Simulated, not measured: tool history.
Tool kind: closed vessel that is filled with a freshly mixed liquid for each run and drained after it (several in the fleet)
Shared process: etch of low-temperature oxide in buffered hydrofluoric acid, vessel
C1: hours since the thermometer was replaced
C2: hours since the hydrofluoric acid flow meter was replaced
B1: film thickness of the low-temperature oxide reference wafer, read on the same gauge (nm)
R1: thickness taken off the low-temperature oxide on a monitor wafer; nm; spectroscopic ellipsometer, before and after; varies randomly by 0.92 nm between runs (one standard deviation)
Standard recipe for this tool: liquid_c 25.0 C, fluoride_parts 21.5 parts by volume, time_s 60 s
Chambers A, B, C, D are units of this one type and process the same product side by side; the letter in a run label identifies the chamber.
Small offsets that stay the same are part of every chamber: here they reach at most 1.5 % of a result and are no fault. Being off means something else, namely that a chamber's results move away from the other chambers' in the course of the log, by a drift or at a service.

{"run": "1D", "hour": 14.3, "liquid_c": 25.0, "fluoride_parts": 21.5, "time_s": 60, "C1": 1208.5, "C2": 1041.5, "B1": 110.01, "R1": 129.91}
{"run": "2C", "hour": 26.8, "liquid_c": 25.0, "fluoride_parts": 21.5, "time_s": 60, "C1": 55.3, "C2": 39.0, "B1": 110.01, "R1": 131.28}
{"run": "3A", "hour": 40.2, "liquid_c": 25.0, "fluoride_parts": 21.5, "time_s": 60, "C1": 834.3, "C2": 981.7, "B1": 110.02, "R1": 133.05}
{"run": "4B", "hour": 54.3, "liquid_c": 25.0, "fluoride_parts": 21.5, "time_s": 60, "C1": 1031.6, "C2": 200.0, "B1": 110.04, "R1": 129.4}
{"hour": 55.7, "done": "chamber B: thermometer replaced"}
{"run": "5D", "hour": 66.6, "liquid_c": 25.0, "fluoride_parts": 21.5, "time_s": 60, "C1": 1260.8, "C2": 1093.8, "B1": 110.04, "R1": 132.27}
{"run": "6C", "hour": 76.8, "liquid_c": 25.0, "fluoride_parts": 21.5, "time_s": 60, "C1": 105.3, "C2": 89.0, "B1": 109.99, "R1": 131.8}
{"run": "7B", "hour": 85.2, "liquid_c": 25.0, "fluoride_parts": 21.5, "time_s": 60, "C1": 29.6, "C2": 230.9, "B1": 110.0, "R1": 131.01}
{"run": "8A", "hour": 92.9, "liquid_c": 25.0, "fluoride_parts": 21.5, "time_s": 60, "C1": 887.0, "C2": 1034.4, "B1": 110.0, "R1": 133.08}
{"run": "9B", "hour": 100.6, "liquid_c": 25.0, "fluoride_parts": 21.5, "time_s": 60, "C1": 45.0, "C2": 246.3, "B1": 110.02, "R1": 130.62}
{"run": "10D", "hour": 108.6, "liquid_c": 25.0, "fluoride_parts": 21.5, "time_s": 60, "C1": 1302.8, "C2": 1135.8, "B1": 110.0, "R1": 130.17}
{"run": "11C", "hour": 116.5, "liquid_c": 25.0, "fluoride_parts": 21.5, "time_s": 60, "C1": 145.0, "C2": 128.7, "B1": 110.01, "R1": 129.58}
{"run": "12A", "hour": 127.9, "liquid_c": 25.0, "fluoride_parts": 21.5, "time_s": 60, "C1": 922.0, "C2": 1069.4, "B1": 110.04, "R1": 132.57}
{"run": "13C", "hour": 139.3, "liquid_c": 25.0, "fluoride_parts": 21.5, "time_s": 60, "C1": 167.8, "C2": 151.5, "B1": 109.96, "R1": 131.57}
{"run": "14A", "hour": 153.7, "liquid_c": 25.0, "fluoride_parts": 21.5, "time_s": 60, "C1": 947.8, "C2": 1095.2, "B1": 109.98, "R1": 131.44}
{"run": "15D", "hour": 161.8, "liquid_c": 25.0, "fluoride_parts": 21.5, "time_s": 60, "C1": 1356.0, "C2": 1189.0, "B1": 110.01, "R1": 127.13}
{"run": "16B", "hour": 175.6, "liquid_c": 25.0, "fluoride_parts": 21.5, "time_s": 60, "C1": 120.0, "C2": 321.3, "B1": 109.97, "R1": 131.68}
{"run": "17C", "hour": 189.9, "liquid_c": 25.0, "fluoride_parts": 21.5, "time_s": 60, "C1": 218.4, "C2": 202.1, "B1": 109.98, "R1": 131.09}
{"run": "18D", "hour": 196.5, "liquid_c": 25.0, "fluoride_parts": 21.5, "time_s": 60, "C1": 1390.7, "C2": 1223.7, "B1": 110.0, "R1": 127.05}
{"run": "19B", "hour": 211.0, "liquid_c": 25.0, "fluoride_parts": 21.5, "time_s": 60, "C1": 155.4, "C2": 356.7, "B1": 110.04, "R1": 129.82}
{"run": "20A", "hour": 218.4, "liquid_c": 25.0, "fluoride_parts": 21.5, "time_s": 60, "C1": 1012.5, "C2": 1159.9, "B1": 109.99, "R1": 132.61}
{"run": "21C", "hour": 231.7, "liquid_c": 25.0, "fluoride_parts": 21.5, "time_s": 60, "C1": 260.2, "C2": 243.9, "B1": 109.97, "R1": 131.09}
{"run": "22D", "hour": 240.7, "liquid_c": 25.0, "fluoride_parts": 21.5, "time_s": 60, "C1": 1434.9, "C2": 1267.9, "B1": 110.02, "R1": 124.07}
{"run": "23A", "hour": 254.1, "liquid_c": 25.0, "fluoride_parts": 16.5, "time_s": 75, "C1": 1048.2, "C2": 1195.6, "B1": 109.98, "R1": 209.48}
{"run": "24B", "hour": 267.4, "liquid_c": 25.0, "fluoride_parts": 16.5, "time_s": 75, "C1": 211.8, "C2": 413.1, "B1": 109.99, "R1": 207.78}
{"run": "25A", "hour": 281.5, "liquid_c": 25.0, "fluoride_parts": 16.5, "time_s": 75, "C1": 1075.6, "C2": 1223.0, "B1": 109.99, "R1": 212.17}
{"run": "26C", "hour": 289.8, "liquid_c": 25.0, "fluoride_parts": 16.5, "time_s": 75, "C1": 318.3, "C2": 302.0, "B1": 109.99, "R1": 210.18}
{"run": "27D", "hour": 302.9, "liquid_c": 25.0, "fluoride_parts": 21.5, "time_s": 60, "C1": 1497.1, "C2": 1330.1, "B1": 110.0, "R1": 121.2}
{"run": "28B", "hour": 314.0, "liquid_c": 25.0, "fluoride_parts": 21.5, "time_s": 60, "C1": 258.4, "C2": 459.7, "B1": 109.99, "R1": 130.9}

Which is it: a chamber that has drifted or been left off by a service, a gauge drift common to all chambers, or only each chamber's usual small offset? If a chamber is off, name it and its likeliest cause.

It is chamber D that slowly wanders off from its peers.
Cause: liquid colder than its thermometer reads (K) = 1.62.
The log may not tell that from: hydrofluoric acid flow below the setpoint (%).

Here are 4 candidates for chamber D's next run, each the usual settings with a change, their results left as question marks. Which one brings its results back in line with what the others give on the usual settings?
To be in line, a result may differ from the other chambers' mean on the usual settings by at most: R1 3.200 nm
{"run": "29D-1", "hour": 324.7, "liquid_c": 25.0, "fluoride_parts": 21.5, "time_s": 55, "R1": "?"}
{"run": "29D-2", "hour": 324.7, "liquid_c": 25.0, "fluoride_parts": 20.0, "time_s": 60, "R1": "?"}
{"run": "29D-3", "hour": 324.7, "liquid_c": 25.0, "fluoride_parts": 21.0, "time_s": 65, "R1": "?"}
{"run": "29D-4", "hour": 324.7, "liquid_c": 24.5, "fluoride_parts": 22.0, "time_s": 60, "R1": "?"}

Mean of the other chambers on the usual settings: R1 131.410 nm
run=29D-1 R1=110.280
run=29D-2 R1=126.620
run=29D-3 R1=132.440
run=29D-4 R1=115.210
The right change is 29D-3: it brings the chamber back within the allowed miss of the others.

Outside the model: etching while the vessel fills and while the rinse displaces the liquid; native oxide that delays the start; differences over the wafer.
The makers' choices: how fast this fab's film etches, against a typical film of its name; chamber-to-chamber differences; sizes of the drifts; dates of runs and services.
